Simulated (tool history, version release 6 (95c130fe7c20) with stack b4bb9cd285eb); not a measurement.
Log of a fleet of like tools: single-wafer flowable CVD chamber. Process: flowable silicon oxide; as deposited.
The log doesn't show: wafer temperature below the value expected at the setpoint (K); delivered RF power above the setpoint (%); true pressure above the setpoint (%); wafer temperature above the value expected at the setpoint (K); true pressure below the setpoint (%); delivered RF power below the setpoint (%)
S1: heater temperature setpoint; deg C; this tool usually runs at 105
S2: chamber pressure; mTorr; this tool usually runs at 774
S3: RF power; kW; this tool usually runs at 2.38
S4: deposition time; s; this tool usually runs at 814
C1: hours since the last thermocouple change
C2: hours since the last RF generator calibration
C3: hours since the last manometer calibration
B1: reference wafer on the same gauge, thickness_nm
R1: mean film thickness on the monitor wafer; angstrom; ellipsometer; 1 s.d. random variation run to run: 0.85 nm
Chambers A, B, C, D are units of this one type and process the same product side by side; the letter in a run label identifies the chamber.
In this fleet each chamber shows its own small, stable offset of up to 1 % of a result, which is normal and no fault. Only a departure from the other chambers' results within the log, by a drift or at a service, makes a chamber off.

| run | day | S1 | S2 | S3 | S4 | C1 | C2 | C3 | B1 | R1 |
|---|---|---|---|---|---|---|---|---|---|---|
| 1B | 0.167 | 105 | 774 | 2.38 | 814 | 165.1 | 391.6 | 607.9 | 452.29 | 4148.2 |
| 2C | 0.312 | 105 | 774 | 2.38 | 814 | 2521.4 | 462 | 31.1 | 451.8 | 4089.8 |
| 3D | 0.483 | 105 | 774 | 2.38 | 814 | 421.8 | 514.6 | 619.7 | 452.05 | 4108.7 |
| 4A | 0.6 | 105 | 774 | 2.38 | 814 | 1921.8 | 656.3 | 1137.7 | 451.93 | 4167.2 |
| 5C | 0.729 | 105 | 774 | 2.38 | 814 | 2531.4 | 472 | 41.1 | 452.18 | 4077.1 |
| 6D | 0.85 | 105 | 774 | 2.38 | 814 | 430.6 | 523.4 | 628.5 | 452.03 | 4103.2 |
| 7A | 0.975 | 105 | 774 | 2.38 | 814 | 1930.8 | 665.3 | 1146.7 | 452.03 | 4164.7 |
| 8B | 1.121 | 105 | 715 | 2.38 | 705 | 188 | 414.5 | 630.8 | 452.1 | 3230.7 |
| 9A | 1.242 | 105 | 715 | 2.38 | 705 | 1937.2 | 671.7 | 1153.1 | 452.13 | 3253.7 |
| 10D | 1.367 | 105 | 715 | 2.38 | 705 | 443 | 535.8 | 640.9 | 452.13 | 3209.4 |
| 11C | 1.558 | 105 | 715 | 2.38 | 705 | 2551.3 | 491.9 | 61 | 451.85 | 3182.3 |
| 12B | 1.658 | 105 | 774 | 2.38 | 814 | 200.9 | 427.4 | 643.7 | 452.06 | 4164 |
| 13A | 1.817 | 105 | 774 | 2.38 | 814 | 1951 | 685.5 | 1166.9 | 451.82 | 4170.6 |
| 14C | 1.908 | 105 | 774 | 2.38 | 814 | 2559.7 | 500.3 | 69.4 | 451.99 | 4091.6 |
| 15B | 2.046 | 105 | 774 | 2.38 | 814 | 210.2 | 436.7 | 653 | 452.06 | 4153.4 |
| 16D | 2.158 | 105 | 774 | 2.38 | 814 | 462 | 554.8 | 659.9 | 451.92 | 4110.2 |
| 17A | 2.317 | 105 | 774 | 2.38 | 814 | 1963 | 697.5 | 1178.9 | 452.07 | 4181.8 |
| 18C | 2.438 | 105 | 774 | 2.38 | 814 | 2572.4 | 513 | 82.1 | 452.18 | 4097.2 |
|  | 2.521 | chamber C: thermocouple changed; heater temperature recalibrated |
| 19B | 2.562 | 105 | 702 | 2.38 | 717 | 222.6 | 449.1 | 665.4 | 451.87 | 3197.5 |
| 20D | 2.671 | 105 | 702 | 2.38 | 717 | 474.3 | 567.1 | 672.2 | 452.01 | 3185.9 |
| 21C | 2.762 | 105 | 702 | 2.38 | 717 | 5.8 | 520.8 | 89.9 | 452.09 | 3092.9 |
| 22D | 2.942 | 105 | 702 | 2.38 | 717 | 480.8 | 573.6 | 678.7 | 452.2 | 3176.6 |
| 23B | 3.046 | 105 | 774 | 2.38 | 814 | 234.2 | 460.7 | 677 | 451.98 | 4165.6 |
| 24A | 3.158 | 105 | 774 | 2.38 | 814 | 1983.2 | 717.7 | 1199.1 | 452 | 4160.5 |
| 25D | 3.275 | 105 | 774 | 2.38 | 814 | 488.8 | 581.6 | 686.7 | 451.74 | 4113.2 |
| 26C | 3.467 | 105 | 884 | 2.38 | 814 | 22.7 | 537.7 | 106.8 | 452.13 | 4760.3 |
| 27A | 3.575 | 105 | 884 | 2.38 | 814 | 1993.2 | 727.7 | 1209.1 | 451.83 | 4941.6 |
| 28B | 3.75 | 105 | 884 | 2.38 | 814 | 251.1 | 477.6 | 693.9 | 451.82 | 4943 |
| 29A | 3.858 | 105 | 884 | 2.38 | 814 | 2000 | 734.5 | 1215.9 | 452.01 | 4937 |
| 30B | 4.054 | 105 | 774 | 2.38 | 814 | 258.4 | 484.9 | 701.2 | 451.85 | 4139.7 |
| 31D | 4.246 | 105 | 774 | 2.38 | 814 | 512.1 | 604.9 | 710 | 452.04 | 4110.2 |
| 32C | 4.388 | 105 | 774 | 2.38 | 814 | 44.8 | 559.8 | 128.9 | 451.99 | 3998.6 |

Has any chamber moved away from the others, gradually or after a service, or does the common gauge drift, or do the chambers differ only by their own small steady offsets? State the chamber and the most likely cause if one applies.

A service left chamber C off against the others.
Cause: wafer temperature above the value expected at the setpoint (K) = 0.656.

Chamber C could run next with any of the 4 candidate recipes listed below; each alters the usual settings, and their results appear as question marks. Which one brings its results back in line with what the other chambers deliver on the usual settings?
In line means no further than this from the other chambers' mean on the usual settings: R1 33 angstrom
| 33C-1 | 4.533 | 105 | 759 | 2.38 | 806 |  |  |  |  | ? |
| 33C-2 | 4.533 | 105 | 795 | 2.385 | 814 |  |  |  |  | ? |
| 33C-3 | 4.533 | 105 | 786 | 2.385 | 814 |  |  |  |  | ? |
| 33C-4 | 4.533 | 105 | 774 | 2.115 | 814 |  |  |  |  | ? |

The mean the other chambers reach with the usual settings: R1 4142.8 angstrom
| run | R1 |
|---|---|
| 33C-1 | 3859.4 |
| 33C-2 | 4145.8 |
| 33C-3 | 4083.8 |
| 33C-4 | 3925.9 |
33C-2 puts the chamber back in line with the other chambers.
